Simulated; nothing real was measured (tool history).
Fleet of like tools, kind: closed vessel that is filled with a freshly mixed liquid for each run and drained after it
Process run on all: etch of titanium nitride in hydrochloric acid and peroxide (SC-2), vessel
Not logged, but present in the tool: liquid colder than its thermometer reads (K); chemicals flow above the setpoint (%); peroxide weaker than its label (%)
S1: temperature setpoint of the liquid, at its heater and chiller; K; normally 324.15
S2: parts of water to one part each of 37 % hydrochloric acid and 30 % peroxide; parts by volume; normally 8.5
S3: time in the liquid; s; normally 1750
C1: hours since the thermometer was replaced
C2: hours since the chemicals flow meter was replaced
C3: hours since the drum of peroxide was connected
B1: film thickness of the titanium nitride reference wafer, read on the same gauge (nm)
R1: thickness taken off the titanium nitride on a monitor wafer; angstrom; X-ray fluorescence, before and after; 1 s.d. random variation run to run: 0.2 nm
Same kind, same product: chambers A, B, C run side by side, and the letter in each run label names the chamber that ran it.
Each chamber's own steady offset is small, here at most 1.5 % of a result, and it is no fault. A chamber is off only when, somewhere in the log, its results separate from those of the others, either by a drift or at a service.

| run | hour | S1 | S2 | S3 | C1 | C2 | C3 | B1 | R1 |
|---|---|---|---|---|---|---|---|---|---|
| 1C | 16.1 | 324.15 | 8.5 | 1750 | 273.2 | 556.2 | 264.4 | 149.99 | 292.28 |
| 2B | 29.5 | 324.15 | 8.5 | 1750 | 759.9 | 711.7 | 119.7 | 150 | 298.02 |
| 3A | 37.8 | 324.15 | 8.5 | 1750 | 1507.7 | 791.1 | 783.4 | 149.99 | 304.57 |
| 4B | 46.8 | 324.15 | 8.5 | 1750 | 777.2 | 729 | 137 | 150.01 | 299.75 |
| 5C | 60 | 324.15 | 8.5 | 1750 | 317.1 | 600.1 | 308.3 | 149.99 | 293.46 |
| 6A | 70.2 | 324.15 | 8.5 | 1750 | 1540.1 | 823.5 | 815.8 | 150 | 304.11 |
| 7C | 82.6 | 324.15 | 8.5 | 1750 | 339.7 | 622.7 | 330.9 | 150.02 | 292.58 |
| 8B | 92.3 | 324.15 | 8.5 | 1750 | 822.7 | 774.5 | 182.5 | 150.03 | 296.21 |
| 9A | 104.6 | 324.15 | 8.5 | 1750 | 1574.5 | 857.9 | 850.2 | 150 | 300.25 |
| 10B | 113.1 | 327.15 | 8.5 | 1750 | 843.5 | 795.3 | 203.3 | 150 | 361.1 |
| 11C | 127.8 | 327.15 | 8.5 | 1750 | 384.9 | 667.9 | 376.1 | 150 | 360.02 |
| 12A | 142.9 | 327.15 | 8.5 | 1750 | 1612.8 | 896.2 | 888.5 | 149.99 | 363.58 |
| 13C | 158.1 | 324.15 | 8.5 | 1750 | 415.2 | 698.2 | 406.4 | 150 | 294.23 |
| 14A | 170.2 | 324.15 | 8.5 | 2445 | 1640.1 | 923.5 | 915.8 | 150.02 | 416.47 |
| 15B | 177.6 | 324.15 | 8.5 | 2445 | 908 | 859.8 | 267.8 | 150 | 411.46 |
| 16B | 190.4 | 324.15 | 8.5 | 2445 | 920.8 | 872.6 | 280.6 | 150 | 411.66 |
| 17A | 203.2 | 324.15 | 8.5 | 1750 | 1673.1 | 956.5 | 948.8 | 150.01 | 298.97 |
| 18C | 212.8 | 324.15 | 8.5 | 1750 | 469.9 | 752.9 | 461.1 | 149.99 | 293.11 |
| 19B | 224.8 | 324.15 | 8.5 | 1750 | 955.2 | 907 | 315 | 149.99 | 293.48 |
|  | 228.7 | chamber A: new drum of peroxide connected |
| 20C | 238.9 | 324.15 | 8.5 | 1750 | 496 | 779 | 487.2 | 149.99 | 290.8 |
|  | 243.3 | chamber B: new drum of peroxide connected |
| 21A | 251.1 | 324.15 | 8.5 | 1750 | 1721 | 1004.4 | 22.5 | 149.99 | 298.01 |
| 22A | 259.2 | 324.15 | 8.5 | 1750 | 1729.1 | 1012.5 | 30.6 | 149.99 | 301.43 |
| 23C | 273.1 | 324.15 | 8.5 | 1750 | 530.2 | 813.2 | 521.4 | 149.98 | 292.75 |
|  | 283 | chamber B: thermometer replaced |
| 24B | 283.4 | 324.15 | 8.5 | 1195 | 0.5 | 965.6 | 40.2 | 149.99 | 201.31 |
| 25B | 294.5 | 324.15 | 8.5 | 1195 | 11.6 | 976.7 | 51.3 | 150.01 | 202.05 |
| 26C | 303.4 | 324.15 | 8.5 | 1195 | 560.5 | 843.5 | 551.7 | 150.01 | 199.27 |
| 27A | 317.7 | 324.15 | 8.5 | 1750 | 1787.6 | 1071 | 89.1 | 150.02 | 296.25 |
| 28C | 328.6 | 324.15 | 8.5 | 1750 | 585.7 | 868.7 | 576.9 | 150.01 | 289.86 |
| 29A | 338.4 | 324.15 | 8.5 | 1750 | 1808.3 | 1091.7 | 109.8 | 149.98 | 300.43 |
| 30B | 348.9 | 324.15 | 8.5 | 1750 | 66 | 1031.1 | 105.7 | 150 | 296.85 |
|  | 350.3 | chamber A: chemicals flow meter replaced |
| 31C | 362.2 | 324.15 | 8.5 | 1750 | 619.3 | 902.3 | 610.5 | 150 | 295.7 |
| 32B | 373.4 | 324.15 | 8.5 | 1750 | 90.5 | 1055.6 | 130.2 | 150 | 295.46 |
| 33A | 389.1 | 324.15 | 8.5 | 1750 | 1859 | 38.9 | 160.5 | 150 | 297.82 |
| 34C | 403.9 | 324.15 | 8.5 | 1750 | 661 | 944 | 652.2 | 149.99 | 292.15 |
| 35B | 413.3 | 324.15 | 8.5 | 735 | 130.4 | 1095.5 | 170.1 | 150.02 | 124.1 |
| 36A | 425.7 | 324.15 | 8.5 | 735 | 1895.6 | 75.5 | 197.1 | 150.03 | 126.49 |

Has any chamber moved away from the others, gradually or after a service, or does the common gauge drift, or do the chambers differ only by their own small steady offsets? State the chamber and the most likely cause if one applies.

All chambers stay in line apart from their small fixed offsets, and the gauge does not drift.

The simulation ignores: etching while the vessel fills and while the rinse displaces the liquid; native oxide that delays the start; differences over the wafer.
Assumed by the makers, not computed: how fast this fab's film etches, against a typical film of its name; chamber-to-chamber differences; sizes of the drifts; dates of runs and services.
